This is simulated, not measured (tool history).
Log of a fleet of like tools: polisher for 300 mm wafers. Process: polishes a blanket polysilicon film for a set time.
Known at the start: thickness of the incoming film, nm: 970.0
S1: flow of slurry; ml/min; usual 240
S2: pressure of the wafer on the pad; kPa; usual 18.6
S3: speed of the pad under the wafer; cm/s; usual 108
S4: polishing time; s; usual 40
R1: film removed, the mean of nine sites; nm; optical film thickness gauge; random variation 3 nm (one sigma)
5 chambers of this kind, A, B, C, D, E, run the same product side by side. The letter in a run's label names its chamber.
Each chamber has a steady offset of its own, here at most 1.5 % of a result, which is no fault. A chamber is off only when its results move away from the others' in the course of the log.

{"run": "1C", "hour": 4.8, "S1": 240, "S2": 18.6, "S3": 108, "S4": 40, "R1": 304.18}
{"run": "2D", "hour": 9.0, "S1": 240, "S2": 18.6, "S3": 108, "S4": 40, "R1": 301.22}
{"hour": 12.9, "done": "chamber D: worn pad replaced by a new one"}
{"run": "3E", "hour": 12.9, "S1": 240, "S2": 18.6, "S3": 108, "S4": 40, "R1": 310.69}
{"hour": 14.4, "done": "chamber A: worn pad replaced by a new one"}
{"hour": 14.8, "done": "chamber E: slurry nozzle cleaned"}
{"run": "4B", "hour": 15.9, "S1": 240, "S2": 18.6, "S3": 108, "S4": 40, "R1": 304.17}
{"run": "5A", "hour": 20.5, "S1": 275, "S2": 18.6, "S3": 108, "S4": 32, "R1": 255.6}
{"run": "6C", "hour": 23.9, "S1": 275, "S2": 18.6, "S3": 108, "S4": 32, "R1": 242.53}
{"run": "7D", "hour": 29.1, "S1": 275, "S2": 18.6, "S3": 108, "S4": 32, "R1": 246.19}
{"hour": 32.4, "done": "chamber E: worn pad replaced by a new one"}
{"run": "8E", "hour": 33.5, "S1": 275, "S2": 18.6, "S3": 108, "S4": 32, "R1": 243.49}
{"run": "9B", "hour": 36.1, "S1": 275, "S2": 18.6, "S3": 108, "S4": 32, "R1": 245.97}
{"run": "10A", "hour": 39.9, "S1": 240, "S2": 18.6, "S3": 108, "S4": 40, "R1": 307.69}
{"run": "11B", "hour": 42.8, "S1": 240, "S2": 18.6, "S3": 108, "S4": 40, "R1": 298.55}
{"run": "12D", "hour": 45.3, "S1": 240, "S2": 18.6, "S3": 108, "S4": 40, "R1": 301.66}
{"run": "13E", "hour": 48.6, "S1": 240, "S2": 18.6, "S3": 108, "S4": 40, "R1": 302.37}
{"run": "14A", "hour": 53.9, "S1": 240, "S2": 18.6, "S3": 108, "S4": 40, "R1": 305.9}
{"run": "15C", "hour": 56.3, "S1": 240, "S2": 18.6, "S3": 108, "S4": 40, "R1": 304.34}
{"hour": 57.6, "done": "chamber B: head pressure recalibrated"}
{"run": "16C", "hour": 60.8, "S1": 240, "S2": 18.6, "S3": 108, "S4": 40, "R1": 298.51}
{"run": "17B", "hour": 65.6, "S1": 240, "S2": 18.6, "S3": 108, "S4": 40, "R1": 296.51}
{"run": "18A", "hour": 69.0, "S1": 240, "S2": 18.6, "S3": 108, "S4": 40, "R1": 314.31}
{"run": "19E", "hour": 73.4, "S1": 240, "S2": 18.6, "S3": 108, "S4": 40, "R1": 303.6}
{"hour": 74.7, "done": "chamber B: slurry nozzle cleaned"}
{"run": "20D", "hour": 78.5, "S1": 240, "S2": 18.6, "S3": 108, "S4": 40, "R1": 301.38}
{"run": "21C", "hour": 82.9, "S1": 240, "S2": 18.6, "S3": 108, "S4": 40, "R1": 303.95}
{"hour": 83.8, "done": "chamber C: worn pad replaced by a new one"}
{"run": "22E", "hour": 85.9, "S1": 240, "S2": 18.6, "S3": 108, "S4": 40, "R1": 301.45}
{"run": "23D", "hour": 88.6, "S1": 240, "S2": 18.6, "S3": 108, "S4": 40, "R1": 306.69}
{"run": "24A", "hour": 91.4, "S1": 240, "S2": 18.6, "S3": 108, "S4": 40, "R1": 311.64}
{"run": "25B", "hour": 94.9, "S1": 240, "S2": 18.6, "S3": 108, "S4": 40, "R1": 290.24}
{"run": "26D", "hour": 99.5, "S1": 240, "S2": 18.6, "S3": 108, "S4": 40, "R1": 304.9}
{"run": "27B", "hour": 104.3, "S1": 240, "S2": 18.6, "S3": 108, "S4": 40, "R1": 284.08}
{"hour": 107.3, "done": "chamber D: worn pad replaced by a new one"}
{"run": "28A", "hour": 107.9, "S1": 240, "S2": 18.6, "S3": 108, "S4": 40, "R1": 310.57}
{"run": "29C", "hour": 111.6, "S1": 240, "S2": 18.6, "S3": 108, "S4": 40, "R1": 307.03}
{"run": "30E", "hour": 116.5, "S1": 240, "S2": 18.6, "S3": 108, "S4": 40, "R1": 301.72}
{"run": "31E", "hour": 120.7, "S1": 240, "S2": 18.6, "S3": 108, "S4": 40, "R1": 309.64}
{"run": "32A", "hour": 124.1, "S1": 240, "S2": 18.6, "S3": 108, "S4": 40, "R1": 312.35}
{"hour": 124.2, "done": "chamber E: worn pad replaced by a new one"}
{"run": "33C", "hour": 128.2, "S1": 240, "S2": 18.6, "S3": 108, "S4": 40, "R1": 300.5}
{"run": "34D", "hour": 131.7, "S1": 240, "S2": 18.6, "S3": 108, "S4": 40, "R1": 304.4}
{"run": "35B", "hour": 136.3, "S1": 240, "S2": 18.6, "S3": 108, "S4": 40, "R1": 275.88}
{"run": "36E", "hour": 140.4, "S1": 240, "S2": 18.6, "S3": 108, "S4": 40, "R1": 303.89}
{"run": "37D", "hour": 143.8, "S1": 240, "S2": 18.6, "S3": 108, "S4": 40, "R1": 300.34}

Next, every chamber runs the same settings. What will each give?
{"run": "38A", "hour": 147.8, "S1": 240, "S2": 18.6, "S3": 108, "S4": 40, "R1": "?"}
{"run": "38B", "hour": 147.8, "S1": 240, "S2": 18.6, "S3": 108, "S4": 40, "R1": "?"}
{"run": "38C", "hour": 147.8, "S1": 240, "S2": 18.6, "S3": 108, "S4": 40, "R1": "?"}
{"run": "38D", "hour": 147.8, "S1": 240, "S2": 18.6, "S3": 108, "S4": 40, "R1": "?"}
{"run": "38E", "hour": 147.8, "S1": 240, "S2": 18.6, "S3": 108, "S4": 40, "R1": "?"}

run=38A R1=309.75
run=38B R1=267.07
run=38C R1=305.01
run=38D R1=305.11
run=38E R1=301.95
